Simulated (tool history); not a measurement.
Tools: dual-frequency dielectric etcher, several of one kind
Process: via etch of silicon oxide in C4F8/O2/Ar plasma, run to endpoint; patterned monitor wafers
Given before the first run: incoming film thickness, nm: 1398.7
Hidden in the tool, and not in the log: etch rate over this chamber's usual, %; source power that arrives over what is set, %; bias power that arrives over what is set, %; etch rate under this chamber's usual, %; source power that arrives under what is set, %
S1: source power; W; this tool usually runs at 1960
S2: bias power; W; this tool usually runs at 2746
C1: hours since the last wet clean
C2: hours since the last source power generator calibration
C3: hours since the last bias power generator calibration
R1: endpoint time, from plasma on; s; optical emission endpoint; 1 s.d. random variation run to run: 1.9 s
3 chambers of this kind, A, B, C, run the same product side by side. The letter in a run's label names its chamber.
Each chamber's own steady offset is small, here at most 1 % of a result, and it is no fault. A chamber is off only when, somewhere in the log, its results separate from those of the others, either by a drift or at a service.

run    day    S1    S2     C1      C2      C3      R1
 1B  0.275  1960  2746   92.1   866.1  1662.0  251.27
 2C  0.583  1960  2746  481.5  2309.0  1791.5  254.45
 3A  0.988  1960  2746  188.3  1099.3   898.3  250.37
 4B  1.367  1960  2746  118.3   892.3  1688.2  251.76
 5A  1.700  1960  2746  205.4  1116.4   915.4  251.60
 6C  2.058  1960  2746  516.9  2344.4  1826.9  256.98
 7A  2.425  1960  2746  222.8  1133.8   932.8  252.21
 8C  2.671  1960  2746  531.6  2359.1  1841.6  249.19
 9B  3.092  1960  2746  159.7   933.7  1729.6  253.94
10B  3.525  1960  2746  170.1   944.1  1740.0  255.18
     3.638  -- chamber C: wet clean of the chamber
11C  3.967  1960  2746    8.0  2390.2  1872.7  250.46
12A  4.333  1960  2746  268.6  1179.6   978.6  251.47
13B  4.646  1960  2746  197.0   971.0  1766.9  254.93
14A  4.967  1960  2746  283.8  1194.8   993.8  249.73
15C  5.425  1960  2746   43.0  2425.2  1907.7  255.93
16B  5.688  1960  2746  222.0   996.0  1791.9  254.67
17C  5.929  1960  2746   55.1  2437.3  1919.8  251.91
18A  6.433  1960  2746  319.0  1230.0  1029.0  252.61
19B  6.908  1960  2746  251.3  1025.3  1821.2  256.10
20C  7.429  1960  2746   91.1  2473.3  1955.8  253.39
21A  7.833  1960  2746  352.6  1263.6  1062.6  255.91
22A  8.067  1960  2998  358.2  1269.2  1068.2  244.74

What goes on in this fleet: one chamber off, a drifting gauge, or nothing beyond the chambers' own small offsets? Name the chamber and the cause, if any.

Beyond each chamber's small constant offset nothing stands out, and the gauge stays steady.
